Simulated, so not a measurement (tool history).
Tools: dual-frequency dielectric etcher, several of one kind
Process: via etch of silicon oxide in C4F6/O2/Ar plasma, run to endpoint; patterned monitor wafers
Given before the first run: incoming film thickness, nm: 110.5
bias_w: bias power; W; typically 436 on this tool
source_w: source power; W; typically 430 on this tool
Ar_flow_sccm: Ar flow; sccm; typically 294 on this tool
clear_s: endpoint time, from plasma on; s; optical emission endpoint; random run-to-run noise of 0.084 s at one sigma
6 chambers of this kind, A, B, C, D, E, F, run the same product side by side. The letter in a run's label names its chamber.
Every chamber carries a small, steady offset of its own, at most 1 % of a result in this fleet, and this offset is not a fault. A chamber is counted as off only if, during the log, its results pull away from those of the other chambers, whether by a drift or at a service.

run   hour  bias_w  source_w  Ar_flow_sccm  clear_s
 1E    8.6     436       430           294    24.75
 2D   20.9     436       430           294   24.955
 3C   28.4     436       430           294   24.844
 4B   40.1     436       430           294   24.663
 5A   51.3     436       430           294   24.962
      54.5  -- chamber F: bias power generator calibrated
 6F   61.9     436       430           294   24.954
 7A   73.7     436       430           294    24.91
      75.7  -- chamber A: wet clean of the chamber
 8E   79.1     436       490           245    23.24
 9F   86.4     436       490           245   23.286
10C   95.7     436       490           245   23.255
     104.9  -- chamber D: Ar flow controller replaced
       106  -- chamber C: source power generator calibrated
11D  107.7     436       490           245   23.395
12B  118.5     436       490           245   23.047
13E  130.7     436       490           245   23.164
14A  141.8     436       430           294   24.954
15D  153.7     351       430           294   27.006
16C  161.5     351       430           294    26.68
17F  167.2     351       430           294   27.034
18B  174.9     351       430           294   26.689
     175.7  -- chamber F: wet clean of the chamber
19E  183.4     351       430           294   26.906
20F    190     351       430           294   27.014
21B  197.1     436       430           294   24.626
22A  208.1     495       430           294   23.839
23D  215.1     495       430           294   23.865
24C  226.7     495       430           294    23.36
25F  237.6     495       430           294   23.834
26D    249     495       430           294   23.799
27A  259.1     495       430           294   23.723
28C  266.1     436       430           294   24.547
     269.5  -- chamber E: wet clean of the chamber
29E    272     436       430           294   24.953
30B  277.4     436       430           294    24.53
31D  288.8     436       430           294   24.951
32C  294.3     436       430           294   24.299
33E  300.7     436       430           294   24.823
34A  312.4     436       430           294   24.983
35F  323.9     436       430           294   24.937
36B    332     436       430           294   24.683

Is one chamber off against the others, does the gauge drift, or is nothing wrong? If a chamber is off, say which, and what the likeliest cause is.

One chamber, C, drifts off from the rest bit by bit.
Likeliest cause: etch rate over this chamber's usual, % = 2.72.

Which of the 4 candidates below, each the usual settings with something changed and its results left as question marks, puts chamber C back in line with what the other chambers give on the usual settings?
A result is in line if it is within this distance of the other chambers' mean on the usual settings: clear_s 0.3 s
37C-1  340.9     436       460           294        ?
37C-2  340.9     463       460           294        ?
37C-3  340.9     410       400           299        ?
37C-4  340.9     407       430           300        ?

Usual-settings mean across the other chambers: clear_s 24.866 s
  run  clear_s
37C-1     23.6
37C-2   23.087
37C-3   25.491
37C-4   24.877
37C-4 is the one that brings the chamber's results back in line with the other chambers.
